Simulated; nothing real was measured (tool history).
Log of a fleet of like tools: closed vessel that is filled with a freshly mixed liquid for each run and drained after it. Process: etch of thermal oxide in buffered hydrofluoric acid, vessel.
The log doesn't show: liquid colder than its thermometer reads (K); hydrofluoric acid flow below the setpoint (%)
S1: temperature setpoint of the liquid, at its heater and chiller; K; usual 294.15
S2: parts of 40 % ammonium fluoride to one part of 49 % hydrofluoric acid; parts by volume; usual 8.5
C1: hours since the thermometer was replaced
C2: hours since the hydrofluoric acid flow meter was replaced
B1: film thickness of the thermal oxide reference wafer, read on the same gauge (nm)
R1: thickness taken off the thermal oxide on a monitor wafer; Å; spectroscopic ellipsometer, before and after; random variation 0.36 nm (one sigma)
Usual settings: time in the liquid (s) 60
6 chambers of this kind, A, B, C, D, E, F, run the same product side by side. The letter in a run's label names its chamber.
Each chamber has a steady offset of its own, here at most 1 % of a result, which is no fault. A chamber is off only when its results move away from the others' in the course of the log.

run 1B hour=3.6 | S1=294.15 S2=8.5 time_in_the_liquid_(s)=60 | C1=1013.2 C2=604.8 | B1=79.997 | R1=657.38
-- hour=7.3 chamber B: hydrofluoric acid flow meter replaced
run 2D hour=8.2 | S1=294.15 S2=8.5 time_in_the_liquid_(s)=60 | C1=2292.9 C2=668.8 | B1=79.991 | R1=656.29
run 3F hour=13.2 | S1=294.15 S2=8.5 time_in_the_liquid_(s)=60 | C1=1748.0 C2=921.1 | B1=80.003 | R1=653.44
-- hour=15.0 chamber D: thermometer replaced
run 4C hour=18.0 | S1=294.15 S2=8.5 time_in_the_liquid_(s)=60 | C1=151.7 C2=99.1 | B1=80.010 | R1=656.01
run 5A hour=21.6 | S1=294.15 S2=8.5 time_in_the_liquid_(s)=60 | C1=629.9 C2=606.4 | B1=79.974 | R1=660.62
run 6E hour=26.8 | S1=297.65 S2=7.0 time_in_the_liquid_(s)=60 | C1=615.1 C2=1031.3 | B1=80.032 | R1=980.27
run 7F hour=31.5 | S1=297.65 S2=7.0 time_in_the_liquid_(s)=60 | C1=1766.3 C2=939.4 | B1=80.003 | R1=975.31
run 8C hour=35.5 | S1=297.65 S2=7.0 time_in_the_liquid_(s)=60 | C1=169.2 C2=116.6 | B1=79.998 | R1=971.02
run 9A hour=38.5 | S1=297.65 S2=7.0 time_in_the_liquid_(s)=60 | C1=646.8 C2=623.3 | B1=79.988 | R1=975.04
run 10E hour=42.7 | S1=297.65 S2=7.0 time_in_the_liquid_(s)=60 | C1=631.0 C2=1047.2 | B1=79.994 | R1=992.51
run 11D hour=47.4 | S1=297.65 S2=7.0 time_in_the_liquid_(s)=60 | C1=32.5 C2=708.0 | B1=79.991 | R1=971.31
run 12B hour=50.8 | S1=294.15 S2=8.5 time_in_the_liquid_(s)=30 | C1=1060.4 C2=43.5 | B1=79.984 | R1=327.58
run 13E hour=54.0 | S1=294.15 S2=8.5 time_in_the_liquid_(s)=30 | C1=642.3 C2=1058.5 | B1=79.995 | R1=330.55
run 14D hour=57.8 | S1=294.15 S2=8.5 time_in_the_liquid_(s)=30 | C1=42.9 C2=718.4 | B1=80.011 | R1=327.04
run 15B hour=61.6 | S1=294.15 S2=8.5 time_in_the_liquid_(s)=30 | C1=1071.2 C2=54.3 | B1=80.000 | R1=329.28
run 16A hour=66.4 | S1=294.15 S2=8.5 time_in_the_liquid_(s)=30 | C1=674.7 C2=651.2 | B1=80.015 | R1=330.68
run 17C hour=68.8 | S1=294.15 S2=8.5 time_in_the_liquid_(s)=30 | C1=202.5 C2=149.9 | B1=79.994 | R1=330.19
run 18F hour=72.7 | S1=294.15 S2=8.5 time_in_the_liquid_(s)=60 | C1=1807.5 C2=980.6 | B1=80.017 | R1=640.32
run 19E hour=77.3 | S1=294.15 S2=8.5 time_in_the_liquid_(s)=60 | C1=665.6 C2=1081.8 | B1=80.017 | R1=663.26
run 20D hour=80.5 | S1=294.15 S2=8.5 time_in_the_liquid_(s)=60 | C1=65.6 C2=741.1 | B1=79.994 | R1=650.05
run 21B hour=83.6 | S1=290.15 S2=7.0 time_in_the_liquid_(s)=60 | C1=1093.2 C2=76.3 | B1=79.992 | R1=655.21
run 22A hour=87.0 | S1=290.15 S2=7.0 time_in_the_liquid_(s)=60 | C1=695.3 C2=671.8 | B1=80.009 | R1=650.06
run 23F hour=91.0 | S1=290.15 S2=7.0 time_in_the_liquid_(s)=60 | C1=1825.8 C2=998.9 | B1=80.002 | R1=632.56
run 24C hour=95.8 | S1=290.15 S2=7.0 time_in_the_liquid_(s)=60 | C1=229.5 C2=176.9 | B1=79.994 | R1=645.84
run 25F hour=98.6 | S1=290.15 S2=7.0 time_in_the_liquid_(s)=60 | C1=1833.4 C2=1006.5 | B1=80.008 | R1=622.71
run 26B hour=103.6 | S1=290.15 S2=7.0 time_in_the_liquid_(s)=60 | C1=1113.2 C2=96.3 | B1=80.008 | R1=648.69
run 27E hour=106.3 | S1=294.15 S2=8.5 time_in_the_liquid_(s)=60 | C1=694.6 C2=1110.8 | B1=80.027 | R1=665.10
run 28D hour=109.7 | S1=297.15 S2=8.5 time_in_the_liquid_(s)=95 | C1=94.8 C2=770.3 | B1=80.001 | R1=1217.90
run 29C hour=112.1 | S1=297.15 S2=8.5 time_in_the_liquid_(s)=95 | C1=245.8 C2=193.2 | B1=80.012 | R1=1232.40
run 30A hour=114.8 | S1=297.15 S2=8.5 time_in_the_liquid_(s)=95 | C1=723.1 C2=699.6 | B1=79.983 | R1=1225.40
run 31E hour=117.6 | S1=297.15 S2=8.5 time_in_the_liquid_(s)=95 | C1=705.9 C2=1122.1 | B1=79.996 | R1=1228.20
run 32B hour=120.7 | S1=297.15 S2=8.5 time_in_the_liquid_(s)=95 | C1=1130.3 C2=113.4 | B1=80.008 | R1=1246.00
run 33C hour=124.4 | S1=297.15 S2=8.5 time_in_the_liquid_(s)=95 | C1=258.1 C2=205.5 | B1=79.998 | R1=1220.20
-- hour=126.8 chamber D: hydrofluoric acid flow meter replaced
run 34F hour=128.0 | S1=294.15 S2=8.5 time_in_the_liquid_(s)=60 | C1=1862.8 C2=1035.9 | B1=80.011 | R1=629.67
run 35A hour=131.3 | S1=294.15 S2=8.5 time_in_the_liquid_(s)=60 | C1=739.6 C2=716.1 | B1=79.984 | R1=660.23
run 36D hour=135.2 | S1=294.15 S2=8.5 time_in_the_liquid_(s)=60 | C1=120.3 C2=8.4 | B1=79.995 | R1=660.89
run 37F hour=139.7 | S1=294.15 S2=11.0 time_in_the_liquid_(s)=60 | C1=1874.5 C2=1047.6 | B1=79.999 | R1=501.37
run 38D hour=142.7 | S1=294.15 S2=11.0 time_in_the_liquid_(s)=60 | C1=127.8 C2=15.9 | B1=80.004 | R1=525.60
run 39C hour=145.9 | S1=294.15 S2=11.0 time_in_the_liquid_(s)=60 | C1=279.6 C2=227.0 | B1=80.001 | R1=521.38
run 40B hour=148.3 | S1=294.15 S2=11.0 time_in_the_liquid_(s)=60 | C1=1157.9 C2=141.0 | B1=80.004 | R1=530.61
run 41E hour=152.5 | S1=294.15 S2=11.0 time_in_the_liquid_(s)=60 | C1=740.8 C2=1157.0 | B1=79.993 | R1=529.15
run 42A hour=155.5 | S1=294.15 S2=11.0 time_in_the_liquid_(s)=60 | C1=763.8 C2=740.3 | B1=79.986 | R1=527.27
run 43A hour=158.9 | S1=294.15 S2=8.5 time_in_the_liquid_(s)=60 | C1=767.2 C2=743.7 | B1=80.001 | R1=654.27
run 44B hour=161.5 | S1=290.15 S2=8.5 time_in_the_liquid_(s)=30 | C1=1171.1 C2=154.2 | B1=80.006 | R1=260.24

Is one chamber off against the others, does the gauge drift, or is nothing wrong? If a chamber is off, say which, and what the likeliest cause is.

Chamber F drifts away from the others.
Cause: hydrofluoric acid flow below the setpoint (%) = 5.79.
The log may not tell that from: liquid colder than its thermometer reads (K).

Here are 4 candidates for chamber F's next run, each the usual settings with a change, their results left as question marks. Which one brings its results back in line with what the others give on the usual settings?
In line means no further than this from the other chambers' mean on the usual settings: R1 13.00 Å
run 45F-1 hour=165.3 | S1=293.65 S2=8.5 time_in_the_liquid_(s)=60 | R1=?
run 45F-2 hour=165.3 | S1=294.15 S2=8.0 time_in_the_liquid_(s)=60 | R1=?
run 45F-3 hour=165.3 | S1=293.65 S2=9.0 time_in_the_liquid_(s)=60 | R1=?
run 45F-4 hour=165.3 | S1=294.65 S2=8.5 time_in_the_liquid_(s)=60 | R1=?

The other chambers' mean on the usual settings: R1 657.38 Å
run=45F-1 R1=599.04
run=45F-2 R1=657.43
run=45F-3 R1=577.73
run=45F-4 R1=633.66
45F-2 brings the chamber back in line.
